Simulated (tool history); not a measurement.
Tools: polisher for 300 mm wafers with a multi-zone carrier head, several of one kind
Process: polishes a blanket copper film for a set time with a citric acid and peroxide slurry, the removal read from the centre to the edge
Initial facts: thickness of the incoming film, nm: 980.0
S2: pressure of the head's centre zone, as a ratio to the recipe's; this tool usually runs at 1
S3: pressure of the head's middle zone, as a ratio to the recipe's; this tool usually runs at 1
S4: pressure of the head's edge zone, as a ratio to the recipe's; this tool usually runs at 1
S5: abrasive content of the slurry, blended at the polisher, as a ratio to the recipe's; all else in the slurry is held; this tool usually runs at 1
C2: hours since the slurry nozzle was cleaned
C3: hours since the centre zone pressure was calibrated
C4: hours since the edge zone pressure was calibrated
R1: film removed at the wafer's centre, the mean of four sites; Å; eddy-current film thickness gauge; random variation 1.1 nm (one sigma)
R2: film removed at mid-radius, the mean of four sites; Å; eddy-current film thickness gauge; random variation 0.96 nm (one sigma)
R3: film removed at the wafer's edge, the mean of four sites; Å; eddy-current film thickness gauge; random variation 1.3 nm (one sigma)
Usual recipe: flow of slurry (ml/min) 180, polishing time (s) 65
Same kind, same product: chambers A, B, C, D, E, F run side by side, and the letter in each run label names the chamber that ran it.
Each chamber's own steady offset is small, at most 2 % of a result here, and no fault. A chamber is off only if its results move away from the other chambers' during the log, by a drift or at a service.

At hour 8.8: chamber C: worn pad replaced by a new one.
Run 1D, hour 16.2: usual settings; wafers polished on this pad 1016; C2 82.5; C3 280.5; C4 287. Result: R1 1031.8 Å, R2 1039.6 Å, R3 1050 Å.
At hour 21.1: chamber D: worn pad replaced by a new one.
At hour 22.1: chamber E: worn pad replaced by a new one.
At hour 29.7: chamber A: worn pad replaced by a new one.
Run 2A, hour 30.3: usual settings; wafers polished on this pad 9; C2 155.5; C3 206.6; C4 98.6. Result: R1 1042 Å, R2 1036.8 Å, R3 1055.6 Å.
Run 3F, hour 42.7: usual settings; wafers polished on this pad 987; C2 524.2; C3 475.6; C4 73.5. Result: R1 1043.7 Å, R2 1048.1 Å, R3 1040.1 Å.
Run 4C, hour 52.4: usual settings; wafers polished on this pad 657; C2 141.5; C3 322.7; C4 464. Result: R1 1031.6 Å, R2 1049.6 Å, R3 1051.8 Å.
At hour 53.5: chamber C: edge zone pressure recalibrated.
At hour 54: chamber F: worn pad replaced by a new one.
Run 5E, hour 63.3: usual settings but S3 1.05; wafers polished on this pad 620; C2 222.7; C3 349.3; C4 771.8. Result: R1 1030.4 Å, R2 1074.5 Å, R3 1043.4 Å.
At hour 71.4: chamber E: centre zone pressure recalibrated.
Run 6B, hour 72.7: usual settings but S3 1.05; wafers polished on this pad 1232; C2 188.8; C3 543.2; C4 996.9. Result: R1 1053.1 Å, R2 1074.7 Å, R3 1024.6 Å.
At hour 81.4: chamber B: worn pad replaced by a new one.
Run 7F, hour 81.8: usual settings but S3 1.05; wafers polished on this pad 419; C2 563.3; C3 514.7; C4 112.6. Result: R1 1035.2 Å, R2 1109.8 Å, R3 1015.5 Å.
Run 8D, hour 90.5: usual settings but S3 1.05; wafers polished on this pad 1044; C2 156.8; C3 354.8; C4 361.3. Result: R1 1053 Å, R2 1095.6 Å, R3 1017.7 Å.
At hour 94.9: chamber C: worn pad replaced by a new one.
Run 9A, hour 97.9: usual settings but S3 1.05; wafers polished on this pad 1026; C2 223.1; C3 274.2; C4 166.2. Result: R1 1051.1 Å, R2 1061.8 Å, R3 1017.6 Å.
Run 10B, hour 107.3: usual settings but S3 1.05; wafers polished on this pad 391; C2 223.4; C3 577.8; C4 1031.5. Result: R1 1036.4 Å, R2 1066 Å, R3 1042.9 Å.
At hour 108.2: chamber E: worn pad replaced by a new one.
At hour 111.8: chamber D: worn pad replaced by a new one.
At hour 114.1: chamber A: worn pad replaced by a new one.
Run 11E, hour 119.6: usual settings; wafers polished on this pad 172; C2 279; C3 48.3; C4 828.1. Result: R1 1011.7 Å, R2 1020.1 Å, R3 1024.6 Å.
At hour 124.2: chamber D: centre zone pressure recalibrated.
Run 12C, hour 134.9: usual settings; wafers polished on this pad 602; C2 224; C3 405.2; C4 81.4. Result: R1 1059.8 Å, R2 1049.2 Å, R3 1057.3 Å.
Run 13A, hour 142.1: usual settings; wafers polished on this pad 422; C2 267.3; C3 318.4; C4 210.4. Result: R1 1049.8 Å, R2 1034.5 Å, R3 1028.8 Å.
At hour 147.6: chamber F: worn pad replaced by a new one.
Run 14C, hour 151.3: usual settings; wafers polished on this pad 849; C2 240.4; C3 421.6; C4 97.8. Result: R1 1040.7 Å, R2 1040.8 Å, R3 1035.4 Å.
Run 15B, hour 163.2: usual settings but S4 0.94; wafers polished on this pad 1232; C2 279.3; C3 633.7; C4 1087.4. Result: R1 1039.9 Å, R2 1025.8 Å, R3 976.43 Å.
At hour 163.8: chamber A: centre zone pressure recalibrated.
Run 16F, hour 175.9: usual settings but S4 0.94; wafers polished on this pad 426; C2 657.4; C3 608.8; C4 206.7. Result: R1 1046.7 Å, R2 1033.4 Å, R3 988.3 Å.
At hour 177.9: chamber B: worn pad replaced by a new one.
At hour 178.6: chamber C: worn pad replaced by a new one.
Run 17D, hour 185.6: usual settings but S4 0.94; wafers polished on this pad 1112; C2 251.9; C3 61.5; C4 456.4. Result: R1 1039.7 Å, R2 1044.5 Å, R3 989.94 Å.
Run 18E, hour 193.1: usual settings but S4 0.94; wafers polished on this pad 1278; C2 352.5; C3 121.8; C4 901.6. Result: R1 1010.9 Å, R2 1010.2 Å, R3 958.74 Å.
At hour 195.1: chamber E: worn pad replaced by a new one.
Run 19C, hour 200.7: usual settings but S4 0.94; wafers polished on this pad 333; C2 289.8; C3 471; C4 147.2. Result: R1 1048.2 Å, R2 1041.4 Å, R3 1009.8 Å.
At hour 202.5: chamber D: worn pad replaced by a new one.
At hour 207.6: chamber A: worn pad replaced by a new one.
Run 20A, hour 217: usual settings but S4 0.94; wafers polished on this pad 141; C2 342.2; C3 53.3; C4 285.3. Result: R1 1049.1 Å, R2 1033.9 Å, R3 1029.3 Å.
Run 21E, hour 226.4: usual settings but flow of slurry (ml/min) 215; wafers polished on this pad 472; C2 385.8; C3 155.1; C4 934.9. Result: R1 1033.4 Å, R2 1038.7 Å, R3 1054.8 Å.
At hour 234.4: chamber F: worn pad replaced by a new one.
Run 22D, hour 239.6: usual settings but flow of slurry (ml/min) 215; wafers polished on this pad 558; C2 305.9; C3 115.5; C4 510.4. Result: R1 1074.9 Å, R2 1072.8 Å, R3 1046.5 Å.
At hour 248.9: chamber F: centre zone pressure recalibrated.
Run 23B, hour 252: usual settings but flow of slurry (ml/min) 215; wafers polished on this pad 1115; C2 368.1; C3 722.5; C4 1176.2. Result: R1 1074 Å, R2 1040.8 Å, R3 1042.7 Å.
At hour 254.2: chamber C: slurry nozzle cleaned.
At hour 261.7: chamber B: worn pad replaced by a new one.
At hour 263: chamber A: edge zone pressure recalibrated.
Run 24F, hour 265.8: usual settings but flow of slurry (ml/min) 215; wafers polished on this pad 473; C2 747.3; C3 16.9; C4 296.6. Result: R1 1051.9 Å, R2 1074.6 Å, R3 1050.3 Å.
At hour 266.4: chamber C: worn pad replaced by a new one.
Run 25E, hour 273.9: usual settings but flow of slurry (ml/min) 215; wafers polished on this pad 1187; C2 433.3; C3 202.6; C4 982.4. Result: R1 1011.4 Å, R2 1040.2 Å, R3 1014.8 Å.
At hour 282.5: chamber E: worn pad replaced by a new one.
At hour 282.6: chamber D: worn pad replaced by a new one.
Run 26F, hour 282.6: usual settings but flow of slurry (ml/min) 215; wafers polished on this pad 726; C2 764.1; C3 33.7; C4 313.4. Result: R1 1080.5 Å, R2 1075.8 Å, R3 1051.2 Å.
At hour 284.2: chamber A: worn pad replaced by a new one.
Run 27D, hour 297.5: usual settings but S4 0.94; wafers polished on this pad 224; C2 363.8; C3 173.4; C4 568.3. Result: R1 1035.9 Å, R2 1050.1 Å, R3 1029.4 Å.
At hour 307.1: chamber F: worn pad replaced by a new one.
Run 28A, hour 307.5: usual settings but S4 0.94; wafers polished on this pad 352; C2 432.7; C3 143.8; C4 44.6. Result: R1 1042.7 Å, R2 1030.1 Å, R3 1007.1 Å.
At hour 313.8: chamber F: slurry nozzle cleaned.
At hour 317.9: chamber D: slurry nozzle cleaned.
Run 29B, hour 322.6: usual settings but S4 0.94; wafers polished on this pad 917; C2 438.7; C3 793.1; C4 1246.8. Result: R1 1032.1 Å, R2 1019.6 Å, R3 1012.5 Å.
Run 30C, hour 331: usual settings but S4 0.94; wafers polished on this pad 973; C2 76.9; C3 601.3; C4 277.5. Result: R1 1050.9 Å, R2 1040.9 Å, R3 1031.3 Å.
Run 31F, hour 339.6: usual settings but S4 0.94; wafers polished on this pad 489; C2 25.9; C3 90.7; C4 370.4. Result: R1 1045.3 Å, R2 1063.4 Å, R3 981.08 Å.
At hour 346.1: chamber B: worn pad replaced by a new one.
Run 32A, hour 355.3: usual settings but S4 0.94; wafers polished on this pad 1071; C2 480.5; C3 191.6; C4 92.4. Result: R1 1033.8 Å, R2 1032.5 Å, R3 1026.1 Å.
At hour 360: chamber C: worn pad replaced by a new one.
Run 33E, hour 364.6: usual settings; wafers polished on this pad 1236; C2 524; C3 293.3; C4 1073.1. Result: R1 956.63 Å, R2 964.9 Å, R3 975.25 Å.
At hour 365.4: chamber A: worn pad replaced by a new one.
At hour 369.7: chamber D: worn pad replaced by a new one.
Run 34B, hour 377.4: usual settings; wafers polished on this pad 472; C2 493.5; C3 847.9; C4 1301.6. Result: R1 1029.7 Å, R2 1009.9 Å, R3 1030.7 Å.
Run 35D, hour 384.9: usual settings; wafers polished on this pad 229; C2 67; C3 260.8; C4 655.7. Result: R1 1046.6 Å, R2 1058.8 Å, R3 1021.4 Å.
At hour 390.2: chamber B: edge zone pressure recalibrated.
Run 36C, hour 400.3: usual settings; wafers polished on this pad 606; C2 146.2; C3 670.6; C4 346.8. Result: R1 1060 Å, R2 1033.8 Å, R3 1053 Å.
Run 37B, hour 408.5: usual settings; wafers polished on this pad 940; C2 524.6; C3 879; C4 18.4. Result: R1 1035.3 Å, R2 1031.1 Å, R3 1041.6 Å.
Run 38A, hour 419.8: usual settings; wafers polished on this pad 819; C2 545; C3 256.1; C4 156.9. Result: R1 1028.2 Å, R2 1038.4 Å, R3 1012.5 Å.

Is one chamber out of step, is the gauge drifting, or do the chambers differ by no more than their own small offsets? For an off chamber, give its letter and the likeliest cause.

One chamber, E, drifts off from the rest bit by bit.
Likeliest cause: slurry flow missing at the pad, % = 37.7.

Here are 4 candidates for chamber E's next run, each the usual settings with a change, their results left as question marks. Which one brings its results back in line with what the others give on the usual settings?
Counts as in line when no further than this from what the other chambers average on the usual settings: R1 38 Å; R2 33 Å; R3 46 Å
Run 39E-1, hour 431.5: usual settings but flow of slurry (ml/min) 185, S2 1.01, polishing time (s) 67. Result: R1 ?, R2 ?, R3 ?.
Run 39E-2, hour 431.5: usual settings but flow of slurry (ml/min) 175, S2 0.98, S3 0.99, S4 1.01, polishing time (s) 60. Result: R1 ?, R2 ?, R3 ?.
Run 39E-3, hour 431.5: usual settings but flow of slurry (ml/min) 185, S2 1.02, S3 1.01, S4 0.99, polishing time (s) 70. Result: R1 ?, R2 ?, R3 ?.
Run 39E-4, hour 431.5: usual settings but flow of slurry (ml/min) 175, S2 0.99, polishing time (s) 63. Result: R1 ?, R2 ?, R3 ?.

The mean the other chambers reach with the usual settings: R1 1043.1 Å; R2 1037.2 Å; R3 1038.2 Å
  run      R1      R2      R3
39E-1  984.97  984.51  997.81
39E-2  839.03  861.22  889.63
39E-3  1040.5  1038.1  1036.8
39E-4  891.07  912.72  929.04
It is 39E-3 that realigns the chamber with its peers.

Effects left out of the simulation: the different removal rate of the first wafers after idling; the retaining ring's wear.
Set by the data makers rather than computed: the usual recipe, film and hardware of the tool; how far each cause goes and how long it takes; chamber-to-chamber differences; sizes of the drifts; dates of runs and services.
